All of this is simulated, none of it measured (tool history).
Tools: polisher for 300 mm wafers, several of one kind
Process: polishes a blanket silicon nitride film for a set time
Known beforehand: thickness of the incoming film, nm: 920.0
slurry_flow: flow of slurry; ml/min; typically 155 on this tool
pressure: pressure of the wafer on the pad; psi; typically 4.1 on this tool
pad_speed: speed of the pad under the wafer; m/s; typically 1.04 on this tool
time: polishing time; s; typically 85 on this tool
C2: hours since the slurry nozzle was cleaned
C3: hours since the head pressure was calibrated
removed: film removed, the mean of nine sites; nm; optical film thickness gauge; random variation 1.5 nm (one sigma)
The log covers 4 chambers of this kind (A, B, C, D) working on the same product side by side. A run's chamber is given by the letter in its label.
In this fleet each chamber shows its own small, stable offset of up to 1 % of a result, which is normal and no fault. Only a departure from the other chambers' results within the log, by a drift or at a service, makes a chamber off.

run 1D hour=4.3 | slurry_flow=155 pressure=4.1 pad_speed=1.04 time=85 | wafers_polished_on_this_pad=192 C2=331.5 C3=919.6 | removed=201.74
run 2B hour=9.3 | slurry_flow=155 pressure=4.1 pad_speed=1.04 time=85 | wafers_polished_on_this_pad=341 C2=21.0 C3=379.2 | removed=200.96
run 3A hour=12.6 | slurry_flow=155 pressure=4.1 pad_speed=1.04 time=85 | wafers_polished_on_this_pad=643 C2=259.3 C3=35.9 | removed=201.66
run 4C hour=17.4 | slurry_flow=155 pressure=4.1 pad_speed=1.04 time=85 | wafers_polished_on_this_pad=1111 C2=338.0 C3=416.5 | removed=200.18
run 5A hour=22.5 | slurry_flow=155 pressure=4.1 pad_speed=1.04 time=85 | wafers_polished_on_this_pad=731 C2=269.2 C3=45.8 | removed=202.08
-- hour=24.6 chamber C: head pressure recalibrated
run 6C hour=28.1 | slurry_flow=155 pressure=4.1 pad_speed=1.04 time=85 | wafers_polished_on_this_pad=1207 C2=348.7 C3=3.6 | removed=204.36
run 7D hour=32.5 | slurry_flow=155 pressure=4.1 pad_speed=1.34 time=85 | wafers_polished_on_this_pad=443 C2=359.7 C3=947.8 | removed=244.96
run 8B hour=37.1 | slurry_flow=155 pressure=4.1 pad_speed=1.34 time=85 | wafers_polished_on_this_pad=589 C2=48.8 C3=407.0 | removed=247.59
run 9D hour=40.4 | slurry_flow=155 pressure=4.1 pad_speed=1.34 time=85 | wafers_polished_on_this_pad=514 C2=367.6 C3=955.7 | removed=243.02
run 10C hour=45.2 | slurry_flow=155 pressure=4.1 pad_speed=1.34 time=85 | wafers_polished_on_this_pad=1359 C2=365.8 C3=20.7 | removed=247.97
run 11A hour=49.3 | slurry_flow=155 pressure=4.1 pad_speed=1.04 time=85 | wafers_polished_on_this_pad=970 C2=296.0 C3=72.6 | removed=202.38
-- hour=51.9 chamber C: worn pad replaced by a new one
run 12B hour=53.7 | slurry_flow=155 pressure=4.1 pad_speed=1.04 time=85 | wafers_polished_on_this_pad=737 C2=65.4 C3=423.6 | removed=203.71
run 13D hour=57.5 | slurry_flow=155 pressure=4.1 pad_speed=0.76 time=85 | wafers_polished_on_this_pad=666 C2=384.7 C3=972.8 | removed=154.03
-- hour=61.2 chamber C: slurry nozzle cleaned
run 14C hour=62.2 | slurry_flow=155 pressure=4.1 pad_speed=0.76 time=85 | wafers_polished_on_this_pad=92 C2=1.1 C3=37.7 | removed=155.86
-- hour=62.8 chamber D: head pressure recalibrated
run 15B hour=66.9 | slurry_flow=155 pressure=4.1 pad_speed=0.76 time=85 | wafers_polished_on_this_pad=855 C2=78.6 C3=436.8 | removed=157.75
run 16A hour=70.4 | slurry_flow=155 pressure=4.1 pad_speed=0.76 time=85 | wafers_polished_on_this_pad=1158 C2=317.1 C3=93.7 | removed=155.26
run 17D hour=76.0 | slurry_flow=155 pressure=4.1 pad_speed=1.04 time=85 | wafers_polished_on_this_pad=831 C2=403.2 C3=13.2 | removed=213.32
run 18A hour=81.1 | slurry_flow=155 pressure=4.1 pad_speed=1.04 time=85 | wafers_polished_on_this_pad=1254 C2=327.8 C3=104.4 | removed=199.63
run 19B hour=86.6 | slurry_flow=105 pressure=4.1 pad_speed=1.34 time=85 | wafers_polished_on_this_pad=1031 C2=98.3 C3=456.5 | removed=233.30
run 20C hour=91.4 | slurry_flow=105 pressure=4.1 pad_speed=1.34 time=85 | wafers_polished_on_this_pad=352 C2=30.3 C3=66.9 | removed=229.86
run 21A hour=94.2 | slurry_flow=105 pressure=4.1 pad_speed=1.34 time=85 | wafers_polished_on_this_pad=1371 C2=340.9 C3=117.5 | removed=228.82
run 22D hour=99.6 | slurry_flow=105 pressure=4.1 pad_speed=1.34 time=85 | wafers_polished_on_this_pad=1042 C2=426.8 C3=36.8 | removed=245.52
-- hour=102.4 chamber B: worn pad replaced by a new one
run 23B hour=102.5 | slurry_flow=155 pressure=4.1 pad_speed=1.04 time=85 | wafers_polished_on_this_pad=1 C2=114.2 C3=472.4 | removed=206.36
run 24C hour=107.6 | slurry_flow=155 pressure=4.1 pad_speed=1.04 time=85 | wafers_polished_on_this_pad=497 C2=46.5 C3=83.1 | removed=203.41
run 25A hour=113.0 | slurry_flow=155 pressure=4.1 pad_speed=1.04 time=85 | wafers_polished_on_this_pad=1538 C2=359.7 C3=136.3 | removed=205.93
run 26D hour=117.9 | slurry_flow=155 pressure=4.1 pad_speed=1.04 time=85 | wafers_polished_on_this_pad=1205 C2=445.1 C3=55.1 | removed=214.13

All 4 chambers run these settings next. Forecast each chamber's results:
run 27A hour=121.9 | slurry_flow=155 pressure=4.1 pad_speed=1.04 time=85 | removed=?
run 27B hour=121.9 | slurry_flow=155 pressure=4.1 pad_speed=1.04 time=85 | removed=?
run 27C hour=121.9 | slurry_flow=155 pressure=4.1 pad_speed=1.04 time=85 | removed=?
run 27D hour=121.9 | slurry_flow=155 pressure=4.1 pad_speed=1.04 time=85 | removed=?

run=27A removed=202.25
run=27B removed=200.47
run=27C removed=199.90
run=27D removed=218.91

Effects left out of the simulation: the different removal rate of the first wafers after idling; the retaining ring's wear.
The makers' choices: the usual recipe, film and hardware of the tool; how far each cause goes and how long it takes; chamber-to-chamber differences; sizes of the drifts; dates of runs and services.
